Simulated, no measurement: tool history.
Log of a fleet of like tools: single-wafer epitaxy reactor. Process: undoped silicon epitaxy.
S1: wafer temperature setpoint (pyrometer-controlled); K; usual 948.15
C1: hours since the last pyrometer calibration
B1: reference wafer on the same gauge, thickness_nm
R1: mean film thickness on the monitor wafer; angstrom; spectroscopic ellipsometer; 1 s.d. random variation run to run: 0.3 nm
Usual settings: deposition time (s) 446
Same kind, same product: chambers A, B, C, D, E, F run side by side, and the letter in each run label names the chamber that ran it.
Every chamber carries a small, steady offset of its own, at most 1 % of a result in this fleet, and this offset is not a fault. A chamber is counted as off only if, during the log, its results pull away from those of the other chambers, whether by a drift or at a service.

run 1B day=0.262 | S1=948.15 deposition_time_(s)=446 | C1=503 | B1=110.98 | R1=1268.6
run 2D day=0.504 | S1=948.15 deposition_time_(s)=446 | C1=1091.4 | B1=111.04 | R1=1258.9
run 3F day=0.679 | S1=948.15 deposition_time_(s)=446 | C1=63.2 | B1=110.99 | R1=1272.9
run 4E day=0.892 | S1=948.15 deposition_time_(s)=446 | C1=424.6 | B1=110.98 | R1=1284.2
run 5C day=1.038 | S1=948.15 deposition_time_(s)=446 | C1=109.3 | B1=110.9 | R1=1270.6
run 6A day=1.296 | S1=948.15 deposition_time_(s)=446 | C1=1979.8 | B1=111.01 | R1=1257.4
run 7F day=1.479 | S1=948.15 deposition_time_(s)=521 | C1=82.4 | B1=110.93 | R1=1492
run 8E day=1.7 | S1=948.15 deposition_time_(s)=521 | C1=444 | B1=111.02 | R1=1500.2
run 9A day=1.829 | S1=948.15 deposition_time_(s)=521 | C1=1992.6 | B1=111.04 | R1=1472.2
run 10B day=2.004 | S1=948.15 deposition_time_(s)=521 | C1=544.8 | B1=111.01 | R1=1486.3
run 11C day=2.246 | S1=948.15 deposition_time_(s)=521 | C1=138.3 | B1=111.04 | R1=1480.9
run 12D day=2.492 | S1=948.15 deposition_time_(s)=521 | C1=1139.1 | B1=111 | R1=1468.7
run 13D day=2.688 | S1=948.15 deposition_time_(s)=446 | C1=1143.8 | B1=110.97 | R1=1262.1
run 14C day=2.933 | S1=948.15 deposition_time_(s)=446 | C1=154.8 | B1=111.03 | R1=1272.2
run 15A day=3.108 | S1=948.15 deposition_time_(s)=446 | C1=2023.3 | B1=111.04 | R1=1259.3
run 16E day=3.354 | S1=948.15 deposition_time_(s)=446 | C1=483.7 | B1=111 | R1=1283.2
run 17F day=3.608 | S1=948.15 deposition_time_(s)=446 | C1=133.5 | B1=111 | R1=1278.3
run 18B day=3.879 | S1=948.15 deposition_time_(s)=446 | C1=589.8 | B1=111.04 | R1=1272.4
run 19E day=4.117 | S1=948.15 deposition_time_(s)=446 | C1=502 | B1=111.03 | R1=1285.2
run 20F day=4.321 | S1=948.15 deposition_time_(s)=446 | C1=150.6 | B1=111 | R1=1274
run 21A day=4.467 | S1=948.15 deposition_time_(s)=446 | C1=2055.9 | B1=111.02 | R1=1264.5
run 22D day=4.667 | S1=948.15 deposition_time_(s)=446 | C1=1191.3 | B1=111.03 | R1=1253.7
-- day=4.862 chamber A: pyrometer calibrated
run 23C day=4.883 | S1=948.15 deposition_time_(s)=446 | C1=201.6 | B1=111.12 | R1=1270
run 24B day=5.071 | S1=933.15 deposition_time_(s)=359 | C1=618.4 | B1=111.01 | R1=752.25
run 25D day=5.267 | S1=933.15 deposition_time_(s)=359 | C1=1205.7 | B1=111.03 | R1=740.45
run 26B day=5.446 | S1=933.15 deposition_time_(s)=359 | C1=627.4 | B1=111 | R1=748.39
run 27F day=5.612 | S1=933.15 deposition_time_(s)=359 | C1=181.6 | B1=110.95 | R1=745.29
run 28C day=5.85 | S1=933.15 deposition_time_(s)=359 | C1=224.8 | B1=111.07 | R1=745.77
run 29A day=6.112 | S1=933.15 deposition_time_(s)=359 | C1=30.1 | B1=111 | R1=715.98
run 30E day=6.367 | S1=948.15 deposition_time_(s)=446 | C1=556 | B1=110.95 | R1=1286.6
run 31D day=6.621 | S1=948.15 deposition_time_(s)=446 | C1=1238.2 | B1=110.98 | R1=1263
run 32B day=6.767 | S1=948.15 deposition_time_(s)=446 | C1=659.1 | B1=110.99 | R1=1270.1
run 33C day=6.917 | S1=948.15 deposition_time_(s)=446 | C1=250.4 | B1=110.95 | R1=1271.4
run 34E day=7.117 | S1=948.15 deposition_time_(s)=446 | C1=574 | B1=110.98 | R1=1283.7
run 35A day=7.283 | S1=942.15 deposition_time_(s)=446 | C1=58.2 | B1=110.99 | R1=1079.9
run 36F day=7.533 | S1=942.15 deposition_time_(s)=446 | C1=227.7 | B1=111.03 | R1=1119.2
run 37D day=7.775 | S1=942.15 deposition_time_(s)=446 | C1=1265.9 | B1=111.01 | R1=1108.7
run 38B day=7.962 | S1=942.15 deposition_time_(s)=446 | C1=687.8 | B1=111 | R1=1123
run 39E day=8.183 | S1=942.15 deposition_time_(s)=446 | C1=599.6 | B1=111.07 | R1=1133.3
run 40C day=8.338 | S1=942.15 deposition_time_(s)=446 | C1=284.5 | B1=111.01 | R1=1124.1
run 41A day=8.538 | S1=948.15 deposition_time_(s)=446 | C1=88.3 | B1=111.04 | R1=1225.8
run 42F day=8.804 | S1=948.15 deposition_time_(s)=446 | C1=258.2 | B1=111.02 | R1=1271.2
run 43F day=9.017 | S1=948.15 deposition_time_(s)=446 | C1=263.3 | B1=110.96 | R1=1269.3

Decide between three cases: one chamber stands off from its peers, the gauge reading all wafers drifts, or nothing is wrong past each chamber's small offset. Where a chamber is off, say which and what most likely put it there.

The work done on chamber A during a service left it standing apart from the others.
Most likely cause: wafer temperature below the value expected at the setpoint (K) = 1.45.

Below are 4 candidate recipes for chamber A's next run, each the usual settings with a change, their results shown as question marks. Which of them brings A's results back in line with what the other chambers give on the usual settings?
Counts as in line when no further than this from what the other chambers average on the usual settings: R1 10 angstrom
run 44A-1 day=9.212 | S1=948.15 deposition_time_(s)=463 | R1=?
run 44A-2 day=9.212 | S1=948.15 deposition_time_(s)=453 | R1=?
run 44A-3 day=9.212 | S1=948.15 deposition_time_(s)=429 | R1=?
run 44A-4 day=9.212 | S1=948.15 deposition_time_(s)=439 | R1=?

The mean the other chambers reach with the usual settings: R1 1271.6 angstrom
run=44A-1 R1=1271.8
run=44A-2 R1=1244.4
run=44A-3 R1=1178.4
run=44A-4 R1=1205.9
It is 44A-1 that realigns the chamber with its peers.

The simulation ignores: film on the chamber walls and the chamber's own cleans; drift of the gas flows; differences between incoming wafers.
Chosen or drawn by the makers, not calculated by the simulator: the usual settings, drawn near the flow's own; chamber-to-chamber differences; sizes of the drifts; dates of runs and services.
